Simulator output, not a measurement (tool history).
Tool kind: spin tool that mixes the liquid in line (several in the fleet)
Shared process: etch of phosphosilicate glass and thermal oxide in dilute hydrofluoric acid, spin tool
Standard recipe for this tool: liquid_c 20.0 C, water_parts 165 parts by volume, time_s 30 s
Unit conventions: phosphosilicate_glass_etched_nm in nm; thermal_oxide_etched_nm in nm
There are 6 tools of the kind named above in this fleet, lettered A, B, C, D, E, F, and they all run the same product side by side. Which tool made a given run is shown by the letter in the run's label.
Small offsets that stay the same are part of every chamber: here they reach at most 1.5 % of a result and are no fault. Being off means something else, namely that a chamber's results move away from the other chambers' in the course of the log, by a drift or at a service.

run	hour	liquid_c	water_parts	time_s	hours since the thermometer was replaced	hours since the hydrofluoric acid flow meter was replaced	read-back film thickness of the phosphosilicate glass reference wafer, read on the same gauge (nm)	read-back film thickness of the thermal oxide reference wafer, read on the same gauge (nm)	phosphosilicate_glass_etched_nm	thermal_oxide_etched_nm
1F	13.1	20.0	165	30	119.6	439.1	69.989	50.018	17.422	0.69153
2C	24.4	20.0	165	30	451.4	557.3	69.990	49.992	17.496	0.65126
3D	30.4	20.0	165	30	88.1	1561.8	70.007	50.006	17.383	0.66258
4E	36.2	20.0	165	30	1364.8	612.6	69.991	49.970	17.481	0.68869
5B	44.6	20.0	165	30	83.2	92.0	70.002	49.992	17.588	0.71126
6A	53.2	20.0	165	30	1833.3	564.3	70.001	49.977	17.104	0.69927
7C	62.6	20.0	165	30	489.6	595.5	70.013	50.009	17.638	0.70558
8D	69.4	20.0	165	30	127.1	1600.8	70.001	50.014	17.502	0.73887
9B	76.9	20.0	165	30	115.5	124.3	70.009	49.984	17.538	0.66244
10F	83.4	20.0	165	30	189.9	509.4	70.005	50.011	17.522	0.71289
11A	89.3	20.0	165	30	1869.4	600.4	69.990	49.979	17.417	0.66296
12E	95.6	20.0	165	30	1424.2	672.0	69.986	49.944	17.492	0.71926
13F	104.4	20.0	165	30	210.9	530.4	69.994	50.003	17.303	0.64684
14A	111.7	20.0	165	30	1891.8	622.8	69.992	50.012	17.268	0.68710
15C	121.3	20.0	165	30	548.3	654.2	69.994	50.017	17.473	0.68805
16D	131.7	20.0	165	30	189.4	1663.1	70.000	50.011	17.581	0.67318
17E	137.7	20.0	165	30	1466.3	714.1	70.011	50.037	17.399	0.63958
18B	147.7	20.0	165	30	186.3	195.1	69.988	49.973	17.505	0.72186
19E	157.4	20.0	165	30	1486.0	733.8	70.006	49.990	17.525	0.74019
20F	167.2	20.0	165	30	273.7	593.2	70.007	49.994	17.495	0.64340
21B	174.4	20.0	165	30	213.0	221.8	69.997	50.024	17.692	0.63105
# hour 177.0: chamber A: hydrofluoric acid flow meter replaced
22C	186.2	20.0	165	30	613.2	719.1	69.996	49.986	17.388	0.67310
23D	196.8	20.0	165	30	254.5	1728.2	70.012	49.979	17.445	0.69876
# hour 198.0: chamber F: hydrofluoric acid flow meter replaced
24A	208.4	20.0	165	30	1988.5	31.4	70.007	49.979	17.317	0.67806
25A	216.0	20.0	165	30	1996.1	39.0	69.987	49.990	17.248	0.69348
26B	226.2	20.0	165	30	264.8	273.6	69.975	50.002	17.493	0.68449
# hour 231.9: chamber A: thermometer replaced
27C	235.6	20.0	165	30	662.6	768.5	70.011	50.005	17.559	0.65240
28D	245.3	20.0	165	30	303.0	1776.7	69.985	50.024	17.569	0.65861
29E	256.7	21.5	205	30	1585.3	833.1	69.995	50.000	14.220	0.57269
30F	266.1	21.5	205	30	372.6	68.1	70.006	49.998	14.344	0.54585
31D	277.8	21.5	205	30	335.5	1809.2	69.992	50.013	14.404	0.59628
32A	285.6	21.5	205	30	53.7	108.6	69.996	49.997	14.092	0.52533
33B	296.0	21.5	205	30	334.6	343.4	70.002	50.016	14.443	0.54383
34E	307.7	21.5	205	30	1636.3	884.1	70.005	49.978	14.315	0.57806
35C	320.1	20.0	165	30	747.1	853.0	70.011	50.038	17.430	0.71944
36F	330.5	20.0	165	30	437.0	132.5	70.009	50.029	17.594	0.70286

Each of the 6 chambers runs these same settings next. Fill in every chamber's results:
37A	340.0	20.0	140	30					?	?
37B	340.0	20.0	140	30					?	?
37C	340.0	20.0	140	30					?	?
37D	340.0	20.0	140	30					?	?
37E	340.0	20.0	140	30					?	?
37F	340.0	20.0	140	30					?	?

run	phosphosilicate_glass_etched_nm	thermal_oxide_etched_nm
37A	20.798	0.84391
37B	21.219	0.83540
37C	21.014	0.77126
37D	21.138	0.82654
37E	21.019	0.90684
37F	21.149	0.85875
